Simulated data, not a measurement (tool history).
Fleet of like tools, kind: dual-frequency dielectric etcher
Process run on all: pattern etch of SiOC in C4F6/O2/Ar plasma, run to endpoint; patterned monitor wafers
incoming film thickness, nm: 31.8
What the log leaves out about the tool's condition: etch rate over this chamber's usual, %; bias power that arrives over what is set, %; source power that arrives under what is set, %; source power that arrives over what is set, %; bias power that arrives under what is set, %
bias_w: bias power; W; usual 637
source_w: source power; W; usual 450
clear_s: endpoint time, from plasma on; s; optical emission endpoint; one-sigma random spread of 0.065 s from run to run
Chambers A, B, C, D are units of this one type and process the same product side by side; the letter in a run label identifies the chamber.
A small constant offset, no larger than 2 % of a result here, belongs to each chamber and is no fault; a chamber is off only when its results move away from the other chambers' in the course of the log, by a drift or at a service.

| run | day | bias_w | source_w | hours since the last wet clean | hours since the last bias power generator calibration | hours since the last source power generator calibration | clear_s |
|---|---|---|---|---|---|---|---|
| 1A | 0.508 | 637 | 450 | 296.9 | 940.4 | 1202.7 | 9.2511 |
| 2C | 0.804 | 637 | 450 | 314.1 | 588.2 | 2810.7 | 9.4214 |
| 3B | 1.221 | 637 | 450 | 314.0 | 870.6 | 442.1 | 9.1778 |
| 4D | 1.629 | 637 | 450 | 150.2 | 567.3 | 3049.9 | 9.5916 |
| 5B | 2.008 | 637 | 450 | 332.9 | 889.5 | 461.0 | 9.2364 |
| 6C | 2.475 | 637 | 450 | 354.2 | 628.3 | 2850.8 | 9.3495 |
| 7A | 2.975 | 709 | 550 | 356.1 | 999.6 | 1261.9 | 8.1962 |
| 8D | 3.504 | 709 | 550 | 195.2 | 612.3 | 3094.9 | 8.4249 |
| 9D | 3.833 | 709 | 550 | 203.1 | 620.2 | 3102.8 | 8.5645 |
| 10C | 4.346 | 709 | 550 | 399.1 | 673.2 | 2895.7 | 8.4274 |
| 11A | 4.742 | 637 | 450 | 398.5 | 1042.0 | 1304.3 | 9.1047 |
| 12B | 5.329 | 637 | 450 | 412.6 | 969.2 | 540.7 | 9.2403 |
| 13C | 5.817 | 637 | 450 | 434.4 | 708.5 | 2931.0 | 9.3912 |
| 14A | 6.346 | 637 | 450 | 437.0 | 1080.5 | 1342.8 | 9.2558 |
|  | 6.383 | chamber A: wet clean of the chamber |
| 15B | 6.879 | 637 | 450 | 449.8 | 1006.4 | 577.9 | 9.2299 |
|  | 7.167 | chamber C: source power generator calibrated |
| 16D | 7.229 | 550 | 450 | 284.6 | 701.7 | 3184.3 | 9.9735 |
| 17A | 7.704 | 550 | 450 | 31.7 | 1113.1 | 1375.4 | 9.9397 |
| 18C | 8.217 | 550 | 450 | 492.0 | 766.1 | 25.3 | 9.9057 |
| 19D | 8.738 | 550 | 450 | 320.8 | 737.9 | 3220.5 | 9.9735 |
| 20B | 9.275 | 637 | 450 | 507.3 | 1063.9 | 635.4 | 9.1634 |
| 21B | 9.654 | 637 | 450 | 516.4 | 1073.0 | 644.5 | 9.0965 |
| 22D | 10.075 | 637 | 450 | 352.9 | 770.0 | 3252.6 | 9.5470 |
| 23A | 10.538 | 693 | 520 | 99.7 | 1181.1 | 1443.4 | 8.5029 |
| 24C | 10.825 | 693 | 520 | 554.6 | 828.7 | 87.9 | 8.6082 |
| 25D | 11.183 | 693 | 520 | 379.5 | 796.6 | 3279.2 | 8.7198 |
| 26B | 11.654 | 693 | 520 | 564.4 | 1121.0 | 692.5 | 8.5445 |
|  | 12.033 | chamber B: wet clean of the chamber |
| 27A | 12.225 | 637 | 450 | 140.2 | 1221.6 | 1483.9 | 9.3226 |
| 28C | 12.492 | 523 | 350 | 594.6 | 868.7 | 127.9 | 11.1130 |
| 29C | 12.779 | 523 | 350 | 601.5 | 875.6 | 134.8 | 11.1010 |
| 30A | 13.292 | 523 | 350 | 165.8 | 1247.2 | 1509.5 | 11.0560 |
| 31D | 13.562 | 523 | 350 | 436.6 | 853.7 | 3336.3 | 11.2030 |
| 32B | 14.025 | 637 | 450 | 47.8 | 1177.9 | 749.4 | 9.3122 |
| 33D | 14.308 | 637 | 450 | 454.5 | 871.6 | 3354.2 | 9.4425 |
| 34B | 14.621 | 637 | 450 | 62.1 | 1192.2 | 763.7 | 9.2827 |
| 35A | 15.062 | 637 | 450 | 208.3 | 1289.7 | 1552.0 | 9.2999 |
| 36C | 15.346 | 637 | 450 | 663.1 | 937.2 | 196.4 | 9.4747 |
| 37D | 15.771 | 637 | 450 | 489.6 | 906.7 | 3389.3 | 9.5384 |
|  | 15.933 | chamber C: wet clean of the chamber |
|  | 16.017 | chamber D: wet clean of the chamber |
| 38B | 16.283 | 637 | 450 | 102.0 | 1232.1 | 803.6 | 9.1337 |
| 39A | 16.729 | 637 | 450 | 248.3 | 1329.7 | 1592.0 | 9.2873 |
| 40C | 17.208 | 685 | 450 | 30.6 | 981.9 | 241.1 | 9.0984 |
| 41A | 17.658 | 685 | 450 | 270.6 | 1352.0 | 1614.3 | 8.9984 |
| 42B | 18.221 | 685 | 450 | 148.5 | 1278.6 | 850.1 | 9.0680 |
| 43C | 18.792 | 685 | 450 | 68.6 | 1019.9 | 279.1 | 9.0969 |
| 44D | 19.262 | 637 | 450 | 78.0 | 990.5 | 3473.1 | 9.5862 |

Decide between three cases: one chamber stands off from its peers, the gauge reading all wafers drifts, or nothing is wrong past each chamber's small offset. Where a chamber is off, say which and what most likely put it there.

The fleet is healthy, with each chamber sitting at its usual small offset and no drift in the gauge.
